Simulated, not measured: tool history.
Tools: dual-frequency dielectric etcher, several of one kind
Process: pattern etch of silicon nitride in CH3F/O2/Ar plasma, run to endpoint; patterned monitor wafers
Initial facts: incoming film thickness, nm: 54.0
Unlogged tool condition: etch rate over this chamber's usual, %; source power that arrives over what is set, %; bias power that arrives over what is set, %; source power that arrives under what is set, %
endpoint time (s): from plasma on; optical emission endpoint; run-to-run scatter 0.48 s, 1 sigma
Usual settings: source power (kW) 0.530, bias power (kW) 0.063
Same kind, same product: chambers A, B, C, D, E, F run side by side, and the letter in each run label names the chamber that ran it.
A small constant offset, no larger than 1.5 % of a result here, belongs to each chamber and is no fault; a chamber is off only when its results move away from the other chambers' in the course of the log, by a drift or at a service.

run   hour  source power (kW)  bias power (kW)  hours since the last wet clean  hours since the last source power generator calibration  hours since the last bias power generator calibration  endpoint time (s)
 1A    9.3              0.530            0.063                            12.0                                                   2814.6                                                 1309.4             72.885
 2F   17.2              0.530            0.063                           257.9                                                    551.5                                                   46.1             72.267
 3D   29.1              0.530            0.063                           559.7                                                   1714.7                                                 1621.3             73.475
 4B   37.4              0.530            0.063                           433.6                                                   2286.8                                                 3022.0             72.378
 5C   49.6              0.530            0.063                            60.0                                                   1219.4                                                 2054.2             74.522
      58.1  -- chamber B: wet clean of the chamber
 6E   59.6              0.530            0.063                           144.2                                                   1038.5                                                 1285.2             71.957
 7B   67.5              0.530            0.063                             9.5                                                   2316.9                                                 3052.1             72.084
 8A   76.3              0.530            0.063                            79.0                                                   2881.6                                                 1376.4             72.900
 9E   86.7              0.530            0.063                           171.3                                                   1065.6                                                 1312.3             71.993
10C   96.9              0.530            0.063                           107.3                                                   1266.7                                                 2101.5             74.422
     100.6  -- chamber D: wet clean of the chamber
11D  104.5              0.530            0.063                             4.0                                                   1790.1                                                 1696.7             74.074
12F  113.7              0.530            0.063                           354.4                                                    648.0                                                  142.6             72.471
13F  123.1              0.530            0.063                           363.8                                                    657.4                                                  152.0             72.710
14E  129.0              0.530            0.063                           213.6                                                   1107.9                                                 1354.6             72.117
15B  139.4              0.530            0.063                            81.4                                                   2388.8                                                 3124.0             72.337
16C  150.3              0.530            0.056                           160.7                                                   1320.1                                                 2154.9             75.931
17D  158.3              0.530            0.056                            57.8                                                   1843.9                                                 1750.5             76.354
18A  163.6              0.530            0.056                           166.3                                                   2968.9                                                 1463.7             75.123
19A  173.5              0.530            0.056                           176.2                                                   2978.8                                                 1473.6             76.349
20F  181.9              0.530            0.056                           422.6                                                    716.2                                                  210.8             76.028
21B  189.1              0.530            0.056                           131.1                                                   2438.5                                                 3173.7             76.074
22C  196.5              0.530            0.063                           206.9                                                   1366.3                                                 2201.1             73.443
23E  208.0              0.530            0.063                           292.6                                                   1186.9                                                 1433.6             74.094
24D  216.9              0.480            0.054                           116.4                                                   1902.5                                                 1809.1             80.529
25C  226.3              0.480            0.054                           236.7                                                   1396.1                                                 2230.9             81.153
26B  232.9              0.480            0.054                           174.9                                                   2482.3                                                 3217.5             79.288
27F  244.4              0.480            0.054                           485.1                                                    778.7                                                  273.3             80.352
28A  255.8              0.480            0.054                           258.5                                                   3061.1                                                 1555.9             78.733
29D  267.1              0.480            0.054                           166.6                                                   1952.7                                                 1859.3             80.092
30E  273.7              0.440            0.058                           358.3                                                   1252.6                                                 1499.3             82.225
31C  282.7              0.440            0.058                           293.1                                                   1452.5                                                 2287.3             82.030
32B  291.4              0.440            0.058                           233.4                                                   2540.8                                                 3276.0             79.971
33F  300.8              0.440            0.058                           541.5                                                    835.1                                                  329.7             80.162
34D  313.2              0.440            0.058                           212.7                                                   1998.8                                                 1905.4             80.768
35A  322.9              0.440            0.058                           325.6                                                   3128.2                                                 1623.0             80.691
36E  331.8              0.530            0.063                           416.4                                                   1310.7                                                 1557.4             73.803
     340.3  -- chamber F: wet clean of the chamber
37B  341.8              0.530            0.063                           283.8                                                   2591.2                                                 3326.4             71.986
38C  351.2              0.530            0.068                           361.6                                                   1521.0                                                 2355.8             72.296
39A  356.6              0.530            0.068                           359.3                                                   3161.9                                                 1656.7             70.799
40F  363.7              0.530            0.068                            23.5                                                    898.0                                                  392.6             71.254
41E  371.0              0.530            0.068                           455.6                                                   1349.9                                                 1596.6             71.878
42D  379.2              0.530            0.068                           278.7                                                   2064.8                                                 1971.4             71.817

Next, all 6 chambers run the settings below, one line each with question marks for the results. What does each chamber give?
43A  388.0              0.530            0.063                                                                                                                                                                  ?
43B  388.0              0.530            0.063                                                                                                                                                                  ?
43C  388.0              0.530            0.063                                                                                                                                                                  ?
43D  388.0              0.530            0.063                                                                                                                                                                  ?
43E  388.0              0.530            0.063                                                                                                                                                                  ?
43F  388.0              0.530            0.063                                                                                                                                                                  ?

run  endpoint time (s)
43A             73.182
43B             72.218
43C             74.549
43D             72.057
43E             72.400
43F             73.143
